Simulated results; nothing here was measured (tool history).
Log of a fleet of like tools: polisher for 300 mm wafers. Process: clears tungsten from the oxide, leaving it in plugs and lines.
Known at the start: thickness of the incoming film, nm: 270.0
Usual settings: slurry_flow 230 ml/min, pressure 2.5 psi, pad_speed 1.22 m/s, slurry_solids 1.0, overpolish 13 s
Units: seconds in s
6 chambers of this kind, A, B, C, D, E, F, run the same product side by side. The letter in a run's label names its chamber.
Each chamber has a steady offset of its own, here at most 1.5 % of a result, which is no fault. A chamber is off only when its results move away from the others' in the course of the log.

-- hour=0.8 chamber D: slurry tank refilled with fresh slurry and peroxide
-- hour=3.2 chamber B: slurry tank refilled with fresh slurry and peroxide
run 1B hour=4.5 | slurry_flow=230 pressure=2.5 pad_speed=1.22 slurry_solids=1.0 overpolish=13 | seconds=62.081
-- hour=4.9 chamber D: worn pad replaced by a new one
run 2D hour=12.8 | slurry_flow=230 pressure=2.5 pad_speed=1.22 slurry_solids=1.0 overpolish=13 | seconds=61.286
run 3C hour=22.3 | slurry_flow=230 pressure=2.5 pad_speed=1.22 slurry_solids=1.0 overpolish=13 | seconds=61.648
-- hour=27.4 chamber A: slurry nozzle cleaned
-- hour=28.1 chamber A: worn pad replaced by a new one
-- hour=30.6 chamber E: worn pad replaced by a new one
run 4E hour=31.0 | slurry_flow=230 pressure=2.5 pad_speed=1.22 slurry_solids=1.0 overpolish=13 | seconds=62.256
-- hour=35.0 chamber E: slurry blender recalibrated
-- hour=36.6 chamber F: slurry tank refilled with fresh slurry and peroxide
run 5F hour=36.7 | slurry_flow=230 pressure=2.5 pad_speed=1.22 slurry_solids=1.0 overpolish=13 | seconds=60.540
run 6A hour=44.1 | slurry_flow=230 pressure=2.5 pad_speed=1.22 slurry_solids=1.0 overpolish=13 | seconds=61.816
-- hour=50.7 chamber F: head pressure recalibrated
run 7A hour=51.3 | slurry_flow=230 pressure=2.5 pad_speed=1.22 slurry_solids=1.0 overpolish=13 | seconds=60.643
-- hour=57.3 chamber C: slurry blender recalibrated
run 8D hour=57.9 | slurry_flow=230 pressure=2.5 pad_speed=1.22 slurry_solids=1.0 overpolish=13 | seconds=61.769
-- hour=58.0 chamber E: slurry tank refilled with fresh slurry and peroxide
-- hour=59.8 chamber B: slurry blender recalibrated
-- hour=60.5 chamber F: worn pad replaced by a new one
-- hour=63.3 chamber D: worn pad replaced by a new one
run 9B hour=64.5 | slurry_flow=230 pressure=2.5 pad_speed=0.88 slurry_solids=1.0 overpolish=13 | seconds=86.637
-- hour=64.7 chamber C: worn pad replaced by a new one
-- hour=66.3 chamber B: worn pad replaced by a new one
run 10E hour=69.0 | slurry_flow=230 pressure=2.5 pad_speed=0.88 slurry_solids=1.0 overpolish=13 | seconds=84.575
-- hour=78.2 chamber C: slurry tank refilled with fresh slurry and peroxide
run 11F hour=78.4 | slurry_flow=230 pressure=2.5 pad_speed=0.88 slurry_solids=1.0 overpolish=13 | seconds=84.454
run 12C hour=84.3 | slurry_flow=230 pressure=2.5 pad_speed=0.88 slurry_solids=1.0 overpolish=13 | seconds=84.848
-- hour=86.9 chamber E: worn pad replaced by a new one
run 13C hour=89.1 | slurry_flow=230 pressure=2.5 pad_speed=0.88 slurry_solids=1.0 overpolish=13 | seconds=83.791
run 14E hour=94.4 | slurry_flow=230 pressure=2.5 pad_speed=0.88 slurry_solids=1.0 overpolish=13 | seconds=84.509
-- hour=99.2 chamber B: slurry nozzle cleaned
-- hour=99.7 chamber F: slurry tank refilled with fresh slurry and peroxide
run 15D hour=103.8 | slurry_flow=230 pressure=2.5 pad_speed=1.22 slurry_solids=1.0 overpolish=13 | seconds=61.911
-- hour=106.7 chamber D: slurry tank refilled with fresh slurry and peroxide
-- hour=107.4 chamber B: slurry tank refilled with fresh slurry and peroxide
-- hour=109.0 chamber A: worn pad replaced by a new one
run 16F hour=110.2 | slurry_flow=230 pressure=2.5 pad_speed=1.22 slurry_solids=1.0 overpolish=13 | seconds=60.860
run 17B hour=115.4 | slurry_flow=230 pressure=2.5 pad_speed=1.22 slurry_solids=1.0 overpolish=13 | seconds=61.057
-- hour=119.3 chamber D: worn pad replaced by a new one
run 18A hour=121.3 | slurry_flow=230 pressure=2.5 pad_speed=1.22 slurry_solids=1.0 overpolish=13 | seconds=61.325
-- hour=124.5 chamber F: worn pad replaced by a new one
-- hour=125.8 chamber C: slurry nozzle cleaned
run 19B hour=131.2 | slurry_flow=230 pressure=3.3 pad_speed=1.22 slurry_solids=1.0 overpolish=13 | seconds=45.993
run 20E hour=140.7 | slurry_flow=230 pressure=3.3 pad_speed=1.22 slurry_solids=1.0 overpolish=13 | seconds=46.664
run 21F hour=147.5 | slurry_flow=230 pressure=3.3 pad_speed=1.22 slurry_solids=1.0 overpolish=13 | seconds=46.233
-- hour=149.4 chamber E: worn pad replaced by a new one
run 22A hour=153.5 | slurry_flow=230 pressure=3.3 pad_speed=1.22 slurry_solids=1.0 overpolish=13 | seconds=46.261
-- hour=157.4 chamber C: head pressure recalibrated
run 23C hour=158.4 | slurry_flow=230 pressure=3.3 pad_speed=1.22 slurry_solids=1.0 overpolish=13 | seconds=44.170
-- hour=162.9 chamber F: slurry tank refilled with fresh slurry and peroxide
-- hour=165.8 chamber E: slurry nozzle cleaned
run 24D hour=166.2 | slurry_flow=230 pressure=3.3 pad_speed=1.22 slurry_solids=1.0 overpolish=13 | seconds=45.722
-- hour=169.8 chamber C: worn pad replaced by a new one
run 25E hour=175.3 | slurry_flow=230 pressure=2.9 pad_speed=1.22 slurry_solids=1.0 overpolish=13 | seconds=53.051
-- hour=179.1 chamber B: worn pad replaced by a new one
-- hour=180.0 chamber C: slurry tank refilled with fresh slurry and peroxide
run 26A hour=185.0 | slurry_flow=230 pressure=2.9 pad_speed=1.22 slurry_solids=1.0 overpolish=13 | seconds=53.847
-- hour=185.9 chamber D: worn pad replaced by a new one
-- hour=187.3 chamber F: worn pad replaced by a new one
-- hour=188.5 chamber A: slurry tank refilled with fresh slurry and peroxide
run 27C hour=193.5 | slurry_flow=230 pressure=2.9 pad_speed=1.22 slurry_solids=1.0 overpolish=13 | seconds=50.387
-- hour=197.8 chamber A: worn pad replaced by a new one
run 28B hour=198.0 | slurry_flow=230 pressure=2.9 pad_speed=1.22 slurry_solids=1.0 overpolish=13 | seconds=53.798
-- hour=204.7 chamber D: slurry tank refilled with fresh slurry and peroxide
run 29D hour=206.1 | slurry_flow=230 pressure=2.9 pad_speed=1.22 slurry_solids=1.0 overpolish=13 | seconds=53.135
-- hour=208.8 chamber D: slurry nozzle cleaned
run 30F hour=211.5 | slurry_flow=230 pressure=2.9 pad_speed=1.22 slurry_solids=1.0 overpolish=13 | seconds=52.688
-- hour=212.3 chamber E: worn pad replaced by a new one
run 31F hour=219.1 | slurry_flow=230 pressure=2.5 pad_speed=1.22 slurry_solids=1.0 overpolish=13 | seconds=61.376
run 32B hour=223.9 | slurry_flow=230 pressure=2.5 pad_speed=1.22 slurry_solids=1.0 overpolish=13 | seconds=62.203
-- hour=224.8 chamber F: slurry tank refilled with fresh slurry and peroxide
run 33C hour=228.5 | slurry_flow=230 pressure=2.5 pad_speed=1.22 slurry_solids=1.0 overpolish=13 | seconds=57.318
-- hour=231.3 chamber B: slurry tank refilled with fresh slurry and peroxide
-- hour=232.1 chamber E: slurry tank refilled with fresh slurry and peroxide
run 34E hour=235.5 | slurry_flow=230 pressure=2.5 pad_speed=1.22 slurry_solids=1.0 overpolish=13 | seconds=62.380
run 35A hour=241.0 | slurry_flow=230 pressure=2.5 pad_speed=1.22 slurry_solids=1.0 overpolish=13 | seconds=61.935
-- hour=250.3 chamber D: worn pad replaced by a new one
run 36D hour=250.6 | slurry_flow=230 pressure=2.5 pad_speed=1.22 slurry_solids=1.0 overpolish=13 | seconds=60.986
-- hour=252.0 chamber F: worn pad replaced by a new one
run 37C hour=256.2 | slurry_flow=230 pressure=2.5 pad_speed=1.22 slurry_solids=1.0 overpolish=13 | seconds=58.294
run 38F hour=264.4 | slurry_flow=230 pressure=2.5 pad_speed=1.22 slurry_solids=1.0 overpolish=13 | seconds=61.347
run 39A hour=271.5 | slurry_flow=230 pressure=2.5 pad_speed=1.22 slurry_solids=1.0 overpolish=13 | seconds=61.937
run 40D hour=277.1 | slurry_flow=230 pressure=2.5 pad_speed=1.22 slurry_solids=1.0 overpolish=13 | seconds=61.324
-- hour=281.0 chamber E: worn pad replaced by a new one
run 41E hour=284.5 | slurry_flow=230 pressure=2.5 pad_speed=1.22 slurry_solids=1.0 overpolish=13 | seconds=61.282
run 42B hour=291.7 | slurry_flow=230 pressure=2.5 pad_speed=1.22 slurry_solids=1.0 overpolish=13 | seconds=61.807

Next, every chamber runs the same settings. What will each give?
run 43A hour=299.0 | slurry_flow=230 pressure=2.5 pad_speed=1.22 slurry_solids=1.2 overpolish=13 | seconds=?
run 43B hour=299.0 | slurry_flow=230 pressure=2.5 pad_speed=1.22 slurry_solids=1.2 overpolish=13 | seconds=?
run 43C hour=299.0 | slurry_flow=230 pressure=2.5 pad_speed=1.22 slurry_solids=1.2 overpolish=13 | seconds=?
run 43D hour=299.0 | slurry_flow=230 pressure=2.5 pad_speed=1.22 slurry_solids=1.2 overpolish=13 | seconds=?
run 43E hour=299.0 | slurry_flow=230 pressure=2.5 pad_speed=1.22 slurry_solids=1.2 overpolish=13 | seconds=?
run 43F hour=299.0 | slurry_flow=230 pressure=2.5 pad_speed=1.22 slurry_solids=1.2 overpolish=13 | seconds=?

run=43A seconds=58.845
run=43B seconds=59.292
run=43C seconds=55.780
run=43D seconds=59.221
run=43E seconds=58.477
run=43F seconds=58.204

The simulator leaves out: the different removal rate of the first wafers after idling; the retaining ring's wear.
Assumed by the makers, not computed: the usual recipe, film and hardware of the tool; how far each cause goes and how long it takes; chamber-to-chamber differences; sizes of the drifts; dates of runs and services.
